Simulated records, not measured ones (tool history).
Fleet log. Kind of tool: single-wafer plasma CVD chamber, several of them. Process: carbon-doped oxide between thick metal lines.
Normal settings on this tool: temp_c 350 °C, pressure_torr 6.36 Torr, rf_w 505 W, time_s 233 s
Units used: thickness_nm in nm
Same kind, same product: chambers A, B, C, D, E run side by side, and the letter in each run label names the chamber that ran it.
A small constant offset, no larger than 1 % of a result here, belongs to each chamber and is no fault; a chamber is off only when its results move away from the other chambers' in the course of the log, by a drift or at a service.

run   hour  temp_c  pressure_torr  rf_w  time_s  hours since the last thermocouple change  hours since the last RF generator calibration  hours since the last manometer calibration  read-back reference wafer on the same gauge, thickness_nm  thickness_nm
       2.1  -- chamber E: capacitance manometer re-zeroed and calibrated
 1C    4.4     350           6.36   505     233                                      35.6                                          989.3                                      2395.5                                                       1040        1221.1
 2A   11.9     350           6.36   505     233                                    1720.2                                          763.6                                       537.4                                                     1039.6        1210.7
 3B   17.1     350           6.36   505     233                                     989.4                                          257.1                                       307.1                                                     1039.5        1222.7
 4E   25.1     350           6.36   505     233                                    1138.9                                          126.2                                        23.1                                                     1039.6        1207.7
 5D   31.6     350           6.36   505     233                                    1193.5                                         2101.8                                      2064.7                                                     1039.2          1208
 6E   38.5     350           6.36   505     233                                    1152.3                                          139.6                                        36.5                                                     1039.2        1207.9
 7D   44.5     350           6.36   505     233                                    1206.4                                         2114.7                                      2077.6                                                     1039.1        1206.9
 8B   48.8     350           6.36   505     233                                    1021.1                                          288.8                                       338.8                                                     1038.9        1218.6
 9C   56.7     350           6.36   505     233                                      87.9                                         1041.6                                      2447.8                                                     1038.4        1219.3
10A   64.5     350           4.99   505     197                                    1772.8                                          816.2                                         590                                                     1038.6         992.2
11C   72.9     350           4.99   505     197                                     104.1                                         1057.8                                        2464                                                     1038.4        993.79
12A   77.8     350           4.99   505     197                                    1786.1                                          829.5                                       603.3                                                     1038.3        990.14
13D   84.1     350           4.99   505     197                                      1246                                         2154.3                                      2117.2                                                     1038.4        988.59
14E   91.9     350           4.99   505     197                                    1205.7                                            193                                        89.9                                                     1038.2        989.79
      97.2  -- chamber D: RF generator calibrated
15B   98.8     350           6.36   505     233                                    1071.1                                          338.8                                       388.8                                                       1038        1222.2
16D  106.7     350           6.36   505     233                                    1268.6                                            9.5                                      2139.8                                                     1037.6          1209
17B  111.5     350           6.36   505     233                                    1083.8                                          351.5                                       401.5                                                     1037.8        1223.6
18E  115.3     359           6.36   505     233                                    1229.1                                          216.4                                       113.3                                                     1037.4        1178.7
19C  121.8     359           6.36   505     233                                       153                                         1106.7                                      2512.9                                                     1037.6          1188
20A  126.5     359           6.36   505     233                                    1834.8                                          878.2                                         652                                                     1037.4        1181.9
21E  131.2     359           6.36   505     233                                      1245                                          232.3                                       129.2                                                       1037        1179.5
22C  137.1     359           6.36   505     233                                     168.3                                           1122                                      2528.2                                                       1037        1188.7
23B  142.6     350           6.36   505     233                                    1114.9                                          382.6                                       432.6                                                       1037        1219.4
24D  150.9     350           6.36   505     233                                    1312.8                                           53.7                                        2184                                                     1036.7        1209.2
25A  156.6     350           6.36   505     233                                    1864.9                                          908.3                                       682.1                                                     1036.2          1207
26C  160.3     350           6.36   505     233                                     191.5                                         1145.2                                      2551.4                                                     1036.5        1212.3
27A  168.6     350           6.36   505     233                                    1876.9                                          920.3                                       694.1                                                     1036.5        1206.4
28B  175.8     350           6.36   505     233                                    1148.1                                          415.8                                       465.8                                                     1036.1          1219
29D  180.7     350           6.36   505     208                                    1342.6                                           83.5                                      2213.8                                                       1036        1077.5
30E  184.7     350           6.36   505     208                                    1298.5                                          285.8                                       182.7                                                       1036        1076.4
31B  191.8     350           6.36   505     208                                    1164.1                                          431.8                                       481.8                                                     1035.9        1088.8
32A  199.3     350           6.36   505     208                                    1907.6                                            951                                       724.8                                                     1035.8          1079
33D  203.9     350           6.36   505     208                                    1365.8                                          106.7                                        2237                                                     1035.5        1075.8
34C  211.1     350           5.02   505     233                                     242.3                                           1196                                      2602.2                                                     1035.7        1177.2

For the next run the whole fleet of 5 chambers uses the same settings. Give each chamber's results:
35A  217.2     350           6.36   505     192                                                                                                                                                                                                             ?
35B  217.2     350           6.36   505     192                                                                                                                                                                                                             ?
35C  217.2     350           6.36   505     192                                                                                                                                                                                                             ?
35D  217.2     350           6.36   505     192                                                                                                                                                                                                             ?
35E  217.2     350           6.36   505     192                                                                                                                                                                                                             ?

run  thickness_nm
35A        996.21
35B        1004.2
35C        998.32
35D        993.86
35E        992.16
